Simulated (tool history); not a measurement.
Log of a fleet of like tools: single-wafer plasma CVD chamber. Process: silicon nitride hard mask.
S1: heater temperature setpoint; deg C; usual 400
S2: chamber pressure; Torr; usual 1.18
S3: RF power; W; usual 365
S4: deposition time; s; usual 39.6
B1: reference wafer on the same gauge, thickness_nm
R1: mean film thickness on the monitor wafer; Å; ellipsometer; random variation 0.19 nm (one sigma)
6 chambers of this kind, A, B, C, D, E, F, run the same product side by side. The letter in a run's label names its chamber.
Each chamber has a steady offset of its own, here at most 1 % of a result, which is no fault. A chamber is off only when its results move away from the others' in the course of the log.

run    day   S1    S2   S3    S4      B1      R1
 1E  0.221  400  1.18  365  39.6  41.708  470.22
 2D  0.375  400  1.18  365  39.6  41.737  468.24
 3B  0.479  400  1.18  365  39.6  41.675  469.05
 4A    0.6  400  1.18  365  39.6  41.715  469.61
 5C  0.771  400  1.18  365  39.6  41.678  466.84
 6F  0.988  400  1.18  365  39.6  41.675  473.17
 7F  1.096  400  1.18  365  39.6  41.657  472.75
 8A   1.25  400  1.18  365  39.6  41.681  469.35
 9D  1.446  400  1.18  365  39.6  41.723  468.85
10C  1.662  400  1.18  365  39.6  41.652  472.67
11E  1.838  400  1.18  365  39.6  41.677   469.8
12B  2.054  400  1.18  405  44.6    41.7  562.66
13B  2.217  400  1.18  405  44.6  41.711  561.97
14D  2.321  400  1.18  405  44.6  41.688  565.08
15F  2.433  400  1.18  405  44.6  41.714  566.17
16A  2.608  400  1.18  405  44.6  41.706  560.42
17E  2.738  400  1.18  405  44.6  41.702  555.33
18C  2.921  400  1.18  365  39.6  41.686  465.53
19E  3.054  400  1.18  365  39.6  41.697     464
20A  3.221  394  1.18  365  44.9  41.718  531.09
21B  3.354  394  1.18  365  44.9   41.72  530.72
22C  3.558  394  1.18  365  44.9  41.702   532.3
23D  3.762  394  1.18  365  44.9  41.665  536.13
24F  3.933  394  1.18  365  44.9  41.711  535.59
25D  4.104  394  1.18  365  44.9  41.711  532.43
26E  4.233  408  1.18  365  37.2  41.712  434.64
27F  4.338  408  1.18  365  37.2  41.689  439.93
28A  4.521  408  1.18  365  37.2  41.702  438.96
29B  4.738  408  1.18  365  37.2  41.672  441.79
30C  4.946  408  1.18  365  37.2  41.666  439.58
31A  5.088  408  1.18  365  37.2  41.705  439.23
32E  5.221  400  1.18  365  39.6  41.693  457.34
33C  5.442  400  1.18  365  39.6  41.699  471.21
34F  5.617  400  1.18  365  39.6    41.7   475.7
35D  5.721  400  1.18  365  39.6  41.695  469.94
36B  5.842  386  1.06  365  39.6  41.664   455.7
     5.912  -- chamber A: thermocouple changed; heater temperature recalibrated
37D  6.058  386  1.06  365  39.6  41.712  456.84
38E  6.204  386  1.06  365  39.6  41.717  439.23
39F  6.342  386  1.06  365  39.6  41.651  460.54
40C  6.525  386  1.06  365  39.6  41.711  454.77
41A  6.717  386  1.06  365  39.6  41.709     455
42B  6.892  400  1.18  365  39.6  41.684  470.54

Is one chamber off against the others, does the gauge drift, or is nothing wrong? If a chamber is off, say which, and what the likeliest cause is.

Chamber E drifts away from the others.
Cause: delivered RF power below the setpoint (%) = 5.72.

Here are 4 candidates for chamber E's next run, each the usual settings with a change, their results left as question marks. Which one brings its results back in line with what the others give on the usual settings?
In line means no further than this from the other chambers' mean on the usual settings: R1 6.6 Å
43E-1  7.054  400   1.2  375  41.2       ?
43E-2  7.054  400  1.18  355  37.8       ?
43E-3  7.054  400  1.18  365  38.2       ?
43E-4  7.054  400   1.2  365  40.8       ?

The other chambers' mean on the usual settings: R1 470.23 Å
  run      R1
43E-1  482.75
43E-2  426.14
43E-3  438.05
43E-4   470.2
43E-4 brings the chamber back in line.
